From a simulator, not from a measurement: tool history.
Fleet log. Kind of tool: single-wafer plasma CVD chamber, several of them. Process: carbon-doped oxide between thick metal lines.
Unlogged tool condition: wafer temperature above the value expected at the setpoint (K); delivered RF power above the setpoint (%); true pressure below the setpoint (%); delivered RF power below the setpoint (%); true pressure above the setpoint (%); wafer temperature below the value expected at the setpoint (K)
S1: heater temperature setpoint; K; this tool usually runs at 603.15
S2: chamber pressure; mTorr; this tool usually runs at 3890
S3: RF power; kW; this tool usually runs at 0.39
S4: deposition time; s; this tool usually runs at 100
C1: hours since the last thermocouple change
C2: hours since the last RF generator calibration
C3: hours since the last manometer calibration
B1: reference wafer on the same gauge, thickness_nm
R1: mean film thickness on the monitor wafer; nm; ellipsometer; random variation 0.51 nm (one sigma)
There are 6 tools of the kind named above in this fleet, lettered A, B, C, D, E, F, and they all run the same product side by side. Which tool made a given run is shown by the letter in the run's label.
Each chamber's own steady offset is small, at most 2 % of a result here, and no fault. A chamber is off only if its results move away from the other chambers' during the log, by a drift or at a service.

run,day,S1,S2,S3,S4,C1,C2,C3,B1,R1
1C,0.125,603.15,3890,0.39,100,1374.3,621.6,372.3,495.02,431.45
2A,0.271,603.15,3890,0.39,100,929.1,1284.4,598.3,494.98,439.29
3D,0.5,603.15,3890,0.39,100,1629.6,2013.8,1533.6,494.71,440.87
4E,0.612,603.15,3890,0.39,100,2141.1,49,1194.4,494.75,439.56
# day 0.646: chamber D: capacitance manometer re-zeroed and calibrated
5B,0.838,603.15,3890,0.39,100,625.7,637.9,132.4,494.62,432.68
# day 0.95: chamber F: RF generator calibrated
6F,1.054,603.15,3890,0.39,100,1580.9,2.5,143.1,494.68,432.35
7A,1.204,603.15,3890,0.39,100,951.5,1306.8,620.7,494.48,439.6
8D,1.438,603.15,3890,0.39,100,1652.1,2036.3,19,494.5,440.92
9E,1.629,603.15,3890,0.39,100,2165.5,73.4,1218.8,494.4,440.3
10B,1.871,603.15,3890,0.39,100,650.5,662.7,157.2,494.5,432.63
11F,2.058,603.15,3890,0.39,100,1605,26.6,167.2,494.24,432.72
12C,2.238,603.15,3890,0.39,100,1425,672.3,423,494.31,431.29
13E,2.379,603.15,3890,0.39,100,2183.5,91.4,1236.8,494.3,438.66
14F,2.625,603.15,3890,0.39,100,1618.6,40.2,180.8,494.07,432.04
15D,2.788,603.15,3890,0.39,100,1684.5,2068.7,51.4,494.17,439.78
16B,2.929,603.15,3890,0.39,100,675.9,688.1,182.6,493.88,432.56
17C,3.038,603.15,3890,0.39,100,1444.2,691.5,442.2,493.91,431.17
18A,3.15,603.15,3890,0.39,100,998.2,1353.5,667.4,493.95,436.72
19D,3.288,603.15,3890,0.39,100,1696.5,2080.7,63.4,493.89,439.92
20A,3.404,603.15,3890,0.39,100,1004.3,1359.6,673.5,493.99,437.47
21B,3.542,603.15,3890,0.39,100,690.6,702.8,197.3,493.69,432.16
22F,3.779,603.15,3890,0.39,100,1646.3,67.9,208.5,493.77,432.07
23E,4.021,603.15,3890,0.39,100,2222.9,130.8,1276.2,493.69,438.9
24C,4.154,603.15,3890,0.39,113,1471,718.3,469,493.62,486.24
25B,4.362,603.15,3890,0.39,113,710.3,722.5,217,493.56,487.78
26F,4.512,603.15,3890,0.39,113,1663.9,85.5,226.1,493.45,487.87
27D,4.621,603.15,3890,0.39,113,1728.5,2112.7,95.4,493.26,495.76
28C,4.817,603.15,3890,0.39,113,1486.9,734.2,484.9,493.28,486.73
29E,5.067,603.15,3890,0.39,113,2248,155.9,1301.3,493.35,493.83
30A,5.212,603.15,3890,0.39,100,1047.7,1403,716.9,493.27,436.99
31D,5.454,603.15,3480,0.39,100,1748.5,2132.7,115.4,493.2,432.85
32F,5.571,603.15,3480,0.39,100,1689.3,110.9,251.5,493.04,425.58
33C,5.788,603.15,3480,0.39,100,1510.2,757.5,508.2,492.83,423.72
34B,5.967,603.15,3480,0.39,100,748.8,761,255.5,492.8,424.48
35E,6.154,603.15,3480,0.39,100,2274.1,182,1327.4,492.91,432.03
36A,6.392,603.15,3480,0.39,100,1076,1431.3,745.2,492.81,430.26
37E,6.512,603.15,3890,0.39,100,2282.7,190.6,1336,492.75,438.15
38C,6.679,603.15,3890,0.39,100,1531.6,778.9,529.6,492.76,430.19
39F,6.817,603.15,3890,0.39,100,1719.2,140.8,281.4,492.67,431.64
40A,6.975,603.15,3890,0.39,100,1090,1445.3,759.2,492.57,437.02

One chamber off, gauge drift, or nothing amiss beyond the chambers' own small offsets? If it is a chamber, which one, and what is the likeliest cause?

Gauge drift. The chambers move together only on paper, and none stands off.
Likeliest cause: gauge reads low (%) = 0.487.
